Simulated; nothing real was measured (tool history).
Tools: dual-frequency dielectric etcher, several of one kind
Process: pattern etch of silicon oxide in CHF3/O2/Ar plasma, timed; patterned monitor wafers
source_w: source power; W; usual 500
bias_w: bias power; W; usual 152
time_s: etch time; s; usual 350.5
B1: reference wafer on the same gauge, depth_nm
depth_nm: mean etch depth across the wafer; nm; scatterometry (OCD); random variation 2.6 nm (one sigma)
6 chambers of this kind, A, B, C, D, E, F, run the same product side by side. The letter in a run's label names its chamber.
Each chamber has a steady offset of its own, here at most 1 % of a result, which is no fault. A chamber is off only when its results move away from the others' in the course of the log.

{"run": "1D", "hour": 3.7, "source_w": 500, "bias_w": 152, "time_s": 350.5, "B1": 522.78, "depth_nm": 615.24}
{"run": "2E", "hour": 6.6, "source_w": 500, "bias_w": 152, "time_s": 350.5, "B1": 523.32, "depth_nm": 613.27}
{"run": "3B", "hour": 9.9, "source_w": 500, "bias_w": 152, "time_s": 350.5, "B1": 522.85, "depth_nm": 604.17}
{"run": "4C", "hour": 12.6, "source_w": 500, "bias_w": 152, "time_s": 350.5, "B1": 522.85, "depth_nm": 609.32}
{"run": "5F", "hour": 15.4, "source_w": 500, "bias_w": 152, "time_s": 350.5, "B1": 523.13, "depth_nm": 603.6}
{"run": "6A", "hour": 18.9, "source_w": 500, "bias_w": 152, "time_s": 350.5, "B1": 523.28, "depth_nm": 612.3}
{"run": "7C", "hour": 23.1, "source_w": 500, "bias_w": 152, "time_s": 350.5, "B1": 522.67, "depth_nm": 608.21}
{"run": "8B", "hour": 26.3, "source_w": 500, "bias_w": 152, "time_s": 350.5, "B1": 523.72, "depth_nm": 611.38}
{"run": "9E", "hour": 28.9, "source_w": 500, "bias_w": 152, "time_s": 350.5, "B1": 523.19, "depth_nm": 611.59}
{"run": "10F", "hour": 32.7, "source_w": 500, "bias_w": 122, "time_s": 350.5, "B1": 523.54, "depth_nm": 567.57}
{"run": "11D", "hour": 36.7, "source_w": 500, "bias_w": 122, "time_s": 350.5, "B1": 522.3, "depth_nm": 571.86}
{"run": "12A", "hour": 41.3, "source_w": 500, "bias_w": 122, "time_s": 350.5, "B1": 522.98, "depth_nm": 572.77}
{"run": "13D", "hour": 44.2, "source_w": 500, "bias_w": 122, "time_s": 350.5, "B1": 522.79, "depth_nm": 572.28}
{"run": "14B", "hour": 48.5, "source_w": 500, "bias_w": 122, "time_s": 350.5, "B1": 523.43, "depth_nm": 565.42}
{"run": "15C", "hour": 51.5, "source_w": 500, "bias_w": 122, "time_s": 350.5, "B1": 523.29, "depth_nm": 570.65}
{"run": "16E", "hour": 53.7, "source_w": 500, "bias_w": 152, "time_s": 350.5, "B1": 522.7, "depth_nm": 610.74}
{"hour": 57.5, "done": "chamber D: wet clean of the chamber"}
{"run": "17A", "hour": 58.4, "source_w": 390, "bias_w": 152, "time_s": 350.5, "B1": 523.25, "depth_nm": 549.41}
{"run": "18F", "hour": 61.6, "source_w": 390, "bias_w": 152, "time_s": 350.5, "B1": 522.73, "depth_nm": 557.87}
{"run": "19D", "hour": 65.4, "source_w": 390, "bias_w": 152, "time_s": 350.5, "B1": 522.78, "depth_nm": 556.75}
{"run": "20E", "hour": 67.8, "source_w": 390, "bias_w": 152, "time_s": 350.5, "B1": 523.28, "depth_nm": 560.76}
{"run": "21F", "hour": 72.6, "source_w": 390, "bias_w": 152, "time_s": 350.5, "B1": 523.11, "depth_nm": 550.45}
{"run": "22C", "hour": 77.1, "source_w": 390, "bias_w": 152, "time_s": 350.5, "B1": 522.73, "depth_nm": 556.93}
{"run": "23B", "hour": 81.1, "source_w": 500, "bias_w": 152, "time_s": 350.5, "B1": 523.33, "depth_nm": 605.07}
{"hour": 81.9, "done": "chamber C: wet clean of the chamber"}
{"hour": 85.8, "done": "chamber C: source power generator calibrated"}
{"run": "24A", "hour": 85.9, "source_w": 500, "bias_w": 152, "time_s": 350.5, "B1": 522.9, "depth_nm": 596.18}
{"run": "25D", "hour": 88.4, "source_w": 400, "bias_w": 152, "time_s": 428, "B1": 522.5, "depth_nm": 687.05}
{"hour": 89.2, "done": "chamber D: bias power generator calibrated"}
{"run": "26C", "hour": 91.2, "source_w": 400, "bias_w": 152, "time_s": 428, "B1": 522.75, "depth_nm": 691.65}
{"run": "27A", "hour": 93.6, "source_w": 400, "bias_w": 152, "time_s": 428, "B1": 523.03, "depth_nm": 666.44}
{"run": "28B", "hour": 97.8, "source_w": 400, "bias_w": 152, "time_s": 428, "B1": 522.92, "depth_nm": 681.03}
{"run": "29F", "hour": 101.1, "source_w": 400, "bias_w": 152, "time_s": 428, "B1": 523.13, "depth_nm": 683.42}
{"run": "30E", "hour": 106.1, "source_w": 400, "bias_w": 152, "time_s": 428, "B1": 523.34, "depth_nm": 686.72}
{"run": "31F", "hour": 111.1, "source_w": 500, "bias_w": 152, "time_s": 350.5, "B1": 522.73, "depth_nm": 610.27}
{"run": "32C", "hour": 116.0, "source_w": 500, "bias_w": 152, "time_s": 350.5, "B1": 522.96, "depth_nm": 609}
{"run": "33D", "hour": 119.6, "source_w": 500, "bias_w": 152, "time_s": 350.5, "B1": 522.63, "depth_nm": 613.72}
{"run": "34B", "hour": 123.7, "source_w": 500, "bias_w": 188, "time_s": 350.5, "B1": 522.84, "depth_nm": 652.48}
{"run": "35A", "hour": 128.4, "source_w": 500, "bias_w": 188, "time_s": 350.5, "B1": 523.43, "depth_nm": 629.68}
{"run": "36E", "hour": 133.0, "source_w": 500, "bias_w": 188, "time_s": 350.5, "B1": 522.92, "depth_nm": 650.82}
{"run": "37B", "hour": 137.1, "source_w": 500, "bias_w": 188, "time_s": 350.5, "B1": 523.08, "depth_nm": 647.83}
{"run": "38E", "hour": 140.0, "source_w": 500, "bias_w": 188, "time_s": 350.5, "B1": 523.09, "depth_nm": 660.62}
{"run": "39D", "hour": 143.8, "source_w": 500, "bias_w": 188, "time_s": 350.5, "B1": 523.44, "depth_nm": 661.19}
{"run": "40C", "hour": 148.9, "source_w": 500, "bias_w": 152, "time_s": 350.5, "B1": 523.48, "depth_nm": 613.78}
{"run": "41A", "hour": 152.7, "source_w": 500, "bias_w": 152, "time_s": 350.5, "B1": 523.15, "depth_nm": 582.19}

Next, every chamber runs the same settings. What will each give?
{"run": "42A", "hour": 156.5, "source_w": 500, "bias_w": 117, "time_s": 350.5, "depth_nm": "?"}
{"run": "42B", "hour": 156.5, "source_w": 500, "bias_w": 117, "time_s": 350.5, "depth_nm": "?"}
{"run": "42C", "hour": 156.5, "source_w": 500, "bias_w": 117, "time_s": 350.5, "depth_nm": "?"}
{"run": "42D", "hour": 156.5, "source_w": 500, "bias_w": 117, "time_s": 350.5, "depth_nm": "?"}
{"run": "42E", "hour": 156.5, "source_w": 500, "bias_w": 117, "time_s": 350.5, "depth_nm": "?"}
{"run": "42F", "hour": 156.5, "source_w": 500, "bias_w": 117, "time_s": 350.5, "depth_nm": "?"}

run=42A depth_nm=531.99
run=42B depth_nm=560.41
run=42C depth_nm=566.47
run=42D depth_nm=566.06
run=42E depth_nm=558.43
run=42F depth_nm=561.93
